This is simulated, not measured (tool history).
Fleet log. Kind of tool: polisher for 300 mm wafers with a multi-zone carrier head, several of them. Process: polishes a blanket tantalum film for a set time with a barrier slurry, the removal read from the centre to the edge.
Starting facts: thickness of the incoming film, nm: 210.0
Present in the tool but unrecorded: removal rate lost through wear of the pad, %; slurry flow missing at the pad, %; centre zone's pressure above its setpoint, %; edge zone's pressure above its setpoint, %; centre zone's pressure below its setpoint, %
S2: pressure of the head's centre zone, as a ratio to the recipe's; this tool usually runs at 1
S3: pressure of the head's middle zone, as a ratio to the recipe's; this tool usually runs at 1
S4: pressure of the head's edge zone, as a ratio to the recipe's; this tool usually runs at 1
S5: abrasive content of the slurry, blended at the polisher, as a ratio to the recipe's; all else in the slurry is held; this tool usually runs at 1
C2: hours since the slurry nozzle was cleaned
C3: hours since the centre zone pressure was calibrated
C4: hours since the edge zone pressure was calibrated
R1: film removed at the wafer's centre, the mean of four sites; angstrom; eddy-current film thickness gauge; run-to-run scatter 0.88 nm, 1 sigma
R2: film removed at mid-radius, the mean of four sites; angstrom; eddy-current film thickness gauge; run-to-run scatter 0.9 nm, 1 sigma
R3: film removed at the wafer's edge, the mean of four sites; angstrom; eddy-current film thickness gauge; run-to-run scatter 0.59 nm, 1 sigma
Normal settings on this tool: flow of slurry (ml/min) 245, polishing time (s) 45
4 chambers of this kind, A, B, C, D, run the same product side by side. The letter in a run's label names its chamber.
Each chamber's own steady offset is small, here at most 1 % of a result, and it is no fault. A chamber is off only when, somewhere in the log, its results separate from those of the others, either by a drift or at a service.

{"run": "1B", "hour": 12.4, "flow of slurry (ml/min)": 245, "S2": 1, "S3": 1, "S4": 1, "S5": 1, "polishing time (s)": 45, "wafers polished on this pad": 326, "C2": 70.8, "C3": 847.4, "C4": 1013.6, "R1": 735.99, "R2": 725.86, "R3": 747.71}
{"hour": 12.7, "done": "chamber C: worn pad replaced by a new one"}
{"run": "2D", "hour": 23.0, "flow of slurry (ml/min)": 245, "S2": 1, "S3": 1, "S4": 1, "S5": 1, "polishing time (s)": 45, "wafers polished on this pad": 618, "C2": 634, "C3": 721.5, "C4": 333.4, "R1": 749.35, "R2": 752.41, "R3": 738.07}
{"run": "3A", "hour": 32.7, "flow of slurry (ml/min)": 245, "S2": 1, "S3": 1, "S4": 1, "S5": 1, "polishing time (s)": 45, "wafers polished on this pad": 632, "C2": 105.6, "C3": 617.8, "C4": 712, "R1": 751.47, "R2": 721.64, "R3": 728.05}
{"hour": 34.2, "done": "chamber A: centre zone pressure recalibrated"}
{"run": "4C", "hour": 40.4, "flow of slurry (ml/min)": 245, "S2": 1, "S3": 1, "S4": 1, "S5": 1, "polishing time (s)": 45, "wafers polished on this pad": 425, "C2": 256.2, "C3": 320.5, "C4": 473.5, "R1": 719, "R2": 742.43, "R3": 735.81}
{"hour": 43.9, "done": "chamber D: edge zone pressure recalibrated"}
{"hour": 46.9, "done": "chamber B: worn pad replaced by a new one"}
{"run": "5A", "hour": 46.9, "flow of slurry (ml/min)": 245, "S2": 1, "S3": 1, "S4": 1, "S5": 1, "polishing time (s)": 45, "wafers polished on this pad": 850, "C2": 119.8, "C3": 12.7, "C4": 726.2, "R1": 737.22, "R2": 717.46, "R3": 735.99}
{"run": "6C", "hour": 54.5, "flow of slurry (ml/min)": 245, "S2": 1, "S3": 1, "S4": 1, "S5": 1, "polishing time (s)": 45, "wafers polished on this pad": 642, "C2": 270.3, "C3": 334.6, "C4": 487.6, "R1": 727.04, "R2": 737.36, "R3": 738.43}
{"run": "7B", "hour": 65.8, "flow of slurry (ml/min)": 245, "S2": 1, "S3": 1, "S4": 1, "S5": 1, "polishing time (s)": 45, "wafers polished on this pad": 290, "C2": 124.2, "C3": 900.8, "C4": 1067, "R1": 747.69, "R2": 736.5, "R3": 742.02}
{"hour": 70.7, "done": "chamber D: worn pad replaced by a new one"}
{"hour": 72.0, "done": "chamber A: worn pad replaced by a new one"}
{"run": "8D", "hour": 75.8, "flow of slurry (ml/min)": 245, "S2": 1, "S3": 1, "S4": 1, "S5": 1, "polishing time (s)": 45, "wafers polished on this pad": 79, "C2": 686.8, "C3": 774.3, "C4": 31.9, "R1": 735.18, "R2": 748.31, "R3": 745.6}
{"hour": 76.4, "done": "chamber B: centre zone pressure recalibrated"}
{"hour": 80.0, "done": "chamber C: worn pad replaced by a new one"}
{"hour": 85.9, "done": "chamber D: slurry nozzle cleaned"}
{"run": "9B", "hour": 86.3, "flow of slurry (ml/min)": 245, "S2": 1, "S3": 1, "S4": 1, "S5": 1, "polishing time (s)": 45, "wafers polished on this pad": 604, "C2": 144.7, "C3": 9.9, "C4": 1087.5, "R1": 748.86, "R2": 721.57, "R3": 745.21}
{"hour": 88.2, "done": "chamber C: slurry nozzle cleaned"}
{"run": "10C", "hour": 93.7, "flow of slurry (ml/min)": 245, "S2": 1, "S3": 1, "S4": 1, "S5": 1, "polishing time (s)": 45, "wafers polished on this pad": 210, "C2": 5.6, "C3": 373.8, "C4": 526.8, "R1": 739.39, "R2": 741.71, "R3": 730.16}
{"run": "11D", "hour": 103.2, "flow of slurry (ml/min)": 245, "S2": 1, "S3": 1, "S4": 1, "S5": 1, "polishing time (s)": 45, "wafers polished on this pad": 499, "C2": 17.3, "C3": 801.7, "C4": 59.3, "R1": 725, "R2": 741.17, "R3": 739.38}
{"hour": 111.5, "done": "chamber B: worn pad replaced by a new one"}
{"run": "12A", "hour": 112.6, "flow of slurry (ml/min)": 245, "S2": 1, "S3": 1, "S4": 1, "S5": 1, "polishing time (s)": 45, "wafers polished on this pad": 623, "C2": 185.5, "C3": 78.4, "C4": 791.9, "R1": 746.32, "R2": 746.77, "R3": 738.02}
{"hour": 115.5, "done": "chamber C: centre zone pressure recalibrated"}
{"run": "13B", "hour": 119.6, "flow of slurry (ml/min)": 245, "S2": 1, "S3": 1, "S4": 1, "S5": 1, "polishing time (s)": 45, "wafers polished on this pad": 125, "C2": 178, "C3": 43.2, "C4": 1120.8, "R1": 739.94, "R2": 744.23, "R3": 743.75}
{"run": "14A", "hour": 128.6, "flow of slurry (ml/min)": 245, "S2": 1, "S3": 1, "S4": 1, "S5": 1, "polishing time (s)": 45, "wafers polished on this pad": 868, "C2": 201.5, "C3": 94.4, "C4": 807.9, "R1": 733.33, "R2": 743.49, "R3": 727.16}
{"run": "15C", "hour": 137.2, "flow of slurry (ml/min)": 245, "S2": 1, "S3": 1, "S4": 1, "S5": 1, "polishing time (s)": 45, "wafers polished on this pad": 877, "C2": 49.1, "C3": 21.8, "C4": 570.3, "R1": 661.97, "R2": 756.7, "R3": 738.92}
{"run": "16D", "hour": 143.9, "flow of slurry (ml/min)": 245, "S2": 1, "S3": 1, "S4": 1, "S5": 1, "polishing time (s)": 45, "wafers polished on this pad": 1123, "C2": 58, "C3": 842.4, "C4": 100, "R1": 738.18, "R2": 746.76, "R3": 740.67}
{"hour": 147.8, "done": "chamber C: worn pad replaced by a new one"}
{"hour": 150.3, "done": "chamber A: worn pad replaced by a new one"}
{"run": "17D", "hour": 155.9, "flow of slurry (ml/min)": 245, "S2": 1, "S3": 1.08, "S4": 1, "S5": 1.15, "polishing time (s)": 45, "wafers polished on this pad": 1307, "C2": 70, "C3": 854.4, "C4": 112, "R1": 762.47, "R2": 815.4, "R3": 769.35}
{"hour": 158.4, "done": "chamber D: worn pad replaced by a new one"}
{"run": "18C", "hour": 165.9, "flow of slurry (ml/min)": 245, "S2": 1, "S3": 1.08, "S4": 1, "S5": 1.15, "polishing time (s)": 45, "wafers polished on this pad": 278, "C2": 77.8, "C3": 50.5, "C4": 599, "R1": 693.59, "R2": 851.95, "R3": 754.49}
{"hour": 168.1, "done": "chamber B: worn pad replaced by a new one"}
{"run": "19B", "hour": 177.2, "flow of slurry (ml/min)": 245, "S2": 1, "S3": 1.08, "S4": 1, "S5": 1.15, "polishing time (s)": 45, "wafers polished on this pad": 139, "C2": 235.6, "C3": 100.8, "C4": 1178.4, "R1": 769.41, "R2": 819.9, "R3": 773.63}
{"run": "20A", "hour": 188.0, "flow of slurry (ml/min)": 245, "S2": 1, "S3": 1.08, "S4": 1, "S5": 1.15, "polishing time (s)": 45, "wafers polished on this pad": 579, "C2": 260.9, "C3": 153.8, "C4": 867.3, "R1": 773.41, "R2": 826.37, "R3": 765.81}
{"run": "21B", "hour": 200.4, "flow of slurry (ml/min)": 245, "S2": 1, "S3": 1, "S4": 1, "S5": 1, "polishing time (s)": 45, "wafers polished on this pad": 495, "C2": 258.8, "C3": 124, "C4": 1201.6, "R1": 738.43, "R2": 751.18, "R3": 739.86}
{"run": "22A", "hour": 209.7, "flow of slurry (ml/min)": 245, "S2": 1, "S3": 1, "S4": 1, "S5": 1, "polishing time (s)": 45, "wafers polished on this pad": 912, "C2": 282.6, "C3": 175.5, "C4": 889, "R1": 748.28, "R2": 731.94, "R3": 731.74}
{"run": "23C", "hour": 215.5, "flow of slurry (ml/min)": 245, "S2": 1, "S3": 1, "S4": 1, "S5": 1, "polishing time (s)": 45, "wafers polished on this pad": 1039, "C2": 127.4, "C3": 100.1, "C4": 648.6, "R1": 641.18, "R2": 727.71, "R3": 725.38}
{"run": "24D", "hour": 223.8, "flow of slurry (ml/min)": 245, "S2": 1, "S3": 1, "S4": 1, "S5": 1, "polishing time (s)": 45, "wafers polished on this pad": 1003, "C2": 137.9, "C3": 922.3, "C4": 179.9, "R1": 725.36, "R2": 759.11, "R3": 745.63}
{"hour": 223.9, "done": "chamber B: worn pad replaced by a new one"}
{"hour": 224.4, "done": "chamber C: worn pad replaced by a new one"}
{"hour": 228.3, "done": "chamber B: slurry nozzle cleaned"}
{"hour": 232.2, "done": "chamber A: worn pad replaced by a new one"}
{"run": "25D", "hour": 232.4, "flow of slurry (ml/min)": 245, "S2": 1, "S3": 1, "S4": 1, "S5": 1, "polishing time (s)": 45, "wafers polished on this pad": 1135, "C2": 146.5, "C3": 930.9, "C4": 188.5, "R1": 750.21, "R2": 741.05, "R3": 725.9}
{"run": "26C", "hour": 240.3, "flow of slurry (ml/min)": 245, "S2": 1, "S3": 0.95, "S4": 1, "S5": 1, "polishing time (s)": 45, "wafers polished on this pad": 244, "C2": 152.2, "C3": 124.9, "C4": 673.4, "R1": 674.57, "R2": 698.57, "R3": 740.77}
{"run": "27B", "hour": 250.9, "flow of slurry (ml/min)": 245, "S2": 1, "S3": 0.95, "S4": 1, "S5": 1, "polishing time (s)": 45, "wafers polished on this pad": 415, "C2": 22.6, "C3": 174.5, "C4": 1252.1, "R1": 748.47, "R2": 709.55, "R3": 748.01}
{"hour": 252.0, "done": "chamber D: worn pad replaced by a new one"}
{"run": "28A", "hour": 257.7, "flow of slurry (ml/min)": 245, "S2": 1, "S3": 0.95, "S4": 1, "S5": 1, "polishing time (s)": 45, "wafers polished on this pad": 391, "C2": 330.6, "C3": 223.5, "C4": 937, "R1": 752.34, "R2": 711.69, "R3": 731.13}
{"run": "29B", "hour": 268.2, "flow of slurry (ml/min)": 245, "S2": 1, "S3": 0.95, "S4": 1, "S5": 1, "polishing time (s)": 45, "wafers polished on this pad": 680, "C2": 39.9, "C3": 191.8, "C4": 1269.4, "R1": 741.2, "R2": 703.96, "R3": 745.11}
{"run": "30A", "hour": 279.6, "flow of slurry (ml/min)": 295, "S2": 1, "S3": 1, "S4": 1, "S5": 1.2, "polishing time (s)": 45, "wafers polished on this pad": 727, "C2": 352.5, "C3": 245.4, "C4": 958.9, "R1": 813.89, "R2": 776.16, "R3": 779.49}
{"run": "31D", "hour": 285.5, "flow of slurry (ml/min)": 295, "S2": 1, "S3": 1, "S4": 1, "S5": 1.2, "polishing time (s)": 45, "wafers polished on this pad": 514, "C2": 199.6, "C3": 984, "C4": 241.6, "R1": 788.7, "R2": 790.87, "R3": 786.42}

Predict what each chamber gives when all 4 of them run the settings below next.
{"run": "32A", "hour": 295.1, "flow of slurry (ml/min)": 245, "S2": 1, "S3": 1.09, "S4": 1, "S5": 1, "polishing time (s)": 45, "R1": "?", "R2": "?", "R3": "?"}
{"run": "32B", "hour": 295.1, "flow of slurry (ml/min)": 245, "S2": 1, "S3": 1.09, "S4": 1, "S5": 1, "polishing time (s)": 45, "R1": "?", "R2": "?", "R3": "?"}
{"run": "32C", "hour": 295.1, "flow of slurry (ml/min)": 245, "S2": 1, "S3": 1.09, "S4": 1, "S5": 1, "polishing time (s)": 45, "R1": "?", "R2": "?", "R3": "?"}
{"run": "32D", "hour": 295.1, "flow of slurry (ml/min)": 245, "S2": 1, "S3": 1.09, "S4": 1, "S5": 1, "polishing time (s)": 45, "R1": "?", "R2": "?", "R3": "?"}

run=32A R1=745.93 R2=798.42 R3=736.7
run=32B R1=754.36 R2=794.25 R3=759.93
run=32C R1=642.88 R2=795.64 R3=732.64
run=32D R1=726.01 R2=797.24 R3=736.73
